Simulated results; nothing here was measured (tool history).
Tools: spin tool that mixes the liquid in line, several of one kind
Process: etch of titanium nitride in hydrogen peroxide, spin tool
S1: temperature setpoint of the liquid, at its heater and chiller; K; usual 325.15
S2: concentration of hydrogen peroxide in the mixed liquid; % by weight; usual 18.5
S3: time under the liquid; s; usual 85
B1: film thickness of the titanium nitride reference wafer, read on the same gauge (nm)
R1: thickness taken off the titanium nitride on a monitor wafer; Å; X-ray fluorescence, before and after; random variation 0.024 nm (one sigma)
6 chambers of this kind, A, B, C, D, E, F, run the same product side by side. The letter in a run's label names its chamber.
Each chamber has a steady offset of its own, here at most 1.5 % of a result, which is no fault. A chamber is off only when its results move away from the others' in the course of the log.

run	day	S1	S2	S3	B1	R1
# day 0.142: chamber D: thermometer replaced
1F	0.329	325.15	18.5	85	109.97	44.711
2A	0.746	325.15	18.5	85	110.04	44.162
# day 0.962: chamber C: new drum of peroxide connected
3C	1.004	325.15	18.5	85	109.99	43.997
# day 1.067: chamber E: heated supply line repaired
4D	1.388	325.15	18.5	85	110	44.27
5B	1.625	325.15	18.5	85	110	43.703
6E	1.921	325.15	18.5	85	109.97	43.804
7F	2.204	325.15	18.5	50	110	26.352
# day 2.325: chamber D: peroxide flow meter replaced
8A	2.517	325.15	18.5	50	110	26.464
9E	2.75	325.15	18.5	50	110.03	25.911
# day 2.971: chamber A: thermometer replaced
10B	3.062	325.15	18.5	50	110	25.549
11D	3.329	325.15	18.5	50	110	26.167
12C	3.767	325.15	18.5	50	110.01	25.728
# day 3.842: chamber F: thermometer replaced
13B	4.004	316.65	18.5	85	109.96	23.184
14A	4.429	316.65	18.5	85	109.97	23.664
15D	4.783	316.65	18.5	85	110.03	23.75
16C	5.012	316.65	18.5	85	110.01	23.832
17E	5.346	316.65	18.5	85	110.01	23.358
# day 5.475: chamber A: new drum of peroxide connected
# day 5.617: chamber E: new drum of peroxide connected
18F	5.625	316.65	18.5	85	110.02	23.632
19E	6.021	325.15	18.5	85	109.97	43.533
20B	6.408	325.15	18.5	85	109.94	43.016
21A	6.858	325.15	18.5	85	109.99	44.577
22C	7.071	325.15	18.5	85	109.98	43.809
23F	7.492	325.15	18.5	85	110.05	44.409
24D	7.858	325.15	18.5	85	110	44.69
25B	8.167	325.15	18.5	85	109.96	43.248
26D	8.379	325.15	18.5	85	109.98	44.684
27C	8.612	325.15	18.5	85	109.97	44.072
28F	9.012	325.15	18.5	85	110.01	44.975
29E	9.292	325.15	18.5	85	110.03	44.209
30A	9.496	325.15	18.5	85	110.05	44.387
31A	9.838	325.15	18.5	85	110	44.269
32B	10.121	325.15	18.5	85	109.99	43.09
33F	10.45	325.15	18.5	85	110.03	44.761
34D	10.8	325.15	18.5	85	110.02	44.615
35C	11.025	317.15	13	85	110.01	22.915
36E	11.329	317.15	13	85	109.99	22.521

Next, every chamber runs the same settings. What will each give?
37A	11.654	325.15	18.5	85		?
37B	11.654	325.15	18.5	85		?
37C	11.654	325.15	18.5	85		?
37D	11.654	325.15	18.5	85		?
37E	11.654	325.15	18.5	85		?
37F	11.654	325.15	18.5	85		?

run	R1
37A	44.642
37B	42.228
37C	43.857
37D	44.63
37E	44.513
37F	44.838
